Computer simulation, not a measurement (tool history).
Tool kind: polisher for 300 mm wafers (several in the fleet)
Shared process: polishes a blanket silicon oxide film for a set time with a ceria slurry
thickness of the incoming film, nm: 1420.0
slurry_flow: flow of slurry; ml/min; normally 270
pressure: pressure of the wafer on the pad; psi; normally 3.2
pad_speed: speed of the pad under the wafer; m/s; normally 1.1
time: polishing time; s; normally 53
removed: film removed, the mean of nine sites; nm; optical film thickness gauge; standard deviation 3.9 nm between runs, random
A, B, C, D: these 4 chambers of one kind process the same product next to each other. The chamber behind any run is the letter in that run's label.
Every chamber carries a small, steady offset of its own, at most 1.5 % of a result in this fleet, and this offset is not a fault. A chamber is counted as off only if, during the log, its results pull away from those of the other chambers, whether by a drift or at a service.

At hour 3.4: chamber C: worn pad replaced by a new one.
Run 1A, hour 5.7: usual settings. Result: removed 262.66 nm.
Run 2D, hour 13.0: usual settings. Result: removed 257.11 nm.
At hour 18.7: chamber D: worn pad replaced by a new one.
Run 3C, hour 22.7: usual settings. Result: removed 260.34 nm.
At hour 28.7: chamber A: worn pad replaced by a new one.
Run 4B, hour 29.3: usual settings. Result: removed 269.16 nm.
Run 5A, hour 39.3: usual settings. Result: removed 265.86 nm.
Run 6B, hour 46.0: usual settings. Result: removed 259.67 nm.
Run 7C, hour 51.4: usual settings but slurry_flow 180 ml/min, time 45 s. Result: removed 210.90 nm.
Run 8D, hour 56.7: usual settings but slurry_flow 180 ml/min, time 45 s. Result: removed 212.36 nm.
Run 9A, hour 66.2: usual settings but slurry_flow 180 ml/min, time 45 s. Result: removed 213.57 nm.
Run 10B, hour 74.7: usual settings but slurry_flow 180 ml/min, time 45 s. Result: removed 208.11 nm.
Run 11D, hour 84.5: usual settings. Result: removed 256.83 nm.
Run 12C, hour 89.9: usual settings. Result: removed 267.98 nm.
Run 13A, hour 98.9: usual settings but pressure 2.1 psi, time 59 s. Result: removed 192.57 nm.
At hour 100.3: chamber D: slurry nozzle cleaned.
Run 14B, hour 107.6: usual settings but pressure 2.1 psi, time 59 s. Result: removed 190.02 nm.
Run 15C, hour 116.5: usual settings but pressure 2.1 psi, time 59 s. Result: removed 189.59 nm.
Run 16D, hour 124.8: usual settings but pressure 2.1 psi, time 59 s. Result: removed 194.15 nm.
At hour 135.4: chamber A: head pressure recalibrated.
Run 17A, hour 135.8: usual settings. Result: removed 269.63 nm.
At hour 138.3: chamber A: worn pad replaced by a new one.
Run 18B, hour 141.0: usual settings. Result: removed 257.71 nm.
Run 19D, hour 146.4: usual settings. Result: removed 262.98 nm.
Run 20C, hour 154.7: usual settings. Result: removed 264.58 nm.
Run 21B, hour 163.8: usual settings. Result: removed 255.49 nm.
Run 22A, hour 171.9: usual settings. Result: removed 266.95 nm.
Run 23C, hour 179.6: usual settings. Result: removed 264.26 nm.
At hour 182.9: chamber C: worn pad replaced by a new one.
Run 24D, hour 185.2: usual settings but pressure 2.8 psi, time 60 s. Result: removed 259.67 nm.
Run 25D, hour 196.5: usual settings but pressure 2.8 psi, time 60 s. Result: removed 254.82 nm.
At hour 202.1: chamber D: worn pad replaced by a new one.
Run 26C, hour 204.5: usual settings but pressure 2.8 psi, time 60 s. Result: removed 259.98 nm.
Run 27B, hour 215.7: usual settings but pressure 2.8 psi, time 60 s. Result: removed 247.42 nm.
Run 28A, hour 222.4: usual settings. Result: removed 269.32 nm.
Run 29D, hour 231.8: usual settings. Result: removed 265.94 nm.
At hour 233.6: chamber A: worn pad replaced by a new one.
Run 30B, hour 241.0: usual settings. Result: removed 247.57 nm.
At hour 243.4: chamber B: head pressure recalibrated.
Run 31C, hour 245.9: usual settings. Result: removed 262.92 nm.
Run 32A, hour 255.2: usual settings. Result: removed 262.73 nm.
Run 33D, hour 261.6: usual settings. Result: removed 267.20 nm.
Run 34C, hour 270.1: usual settings. Result: removed 262.51 nm.
Run 35B, hour 276.2: usual settings. Result: removed 240.66 nm.
Run 36A, hour 283.6: usual settings. Result: removed 261.47 nm.
Run 37A, hour 288.8: usual settings. Result: removed 259.80 nm.
Run 38B, hour 295.8: usual settings. Result: removed 236.19 nm.
Run 39D, hour 300.8: usual settings. Result: removed 263.82 nm.
Run 40C, hour 308.9: usual settings. Result: removed 263.70 nm.

Each of the 4 chambers runs these same settings next. Fill in every chamber's results:
Run 41A, hour 317.0: usual settings. Result: removed ?.
Run 41B, hour 317.0: usual settings. Result: removed ?.
Run 41C, hour 317.0: usual settings. Result: removed ?.
Run 41D, hour 317.0: usual settings. Result: removed ?.

run  removed
41A   261.35
41B   242.70
41C   265.38
41D   258.36
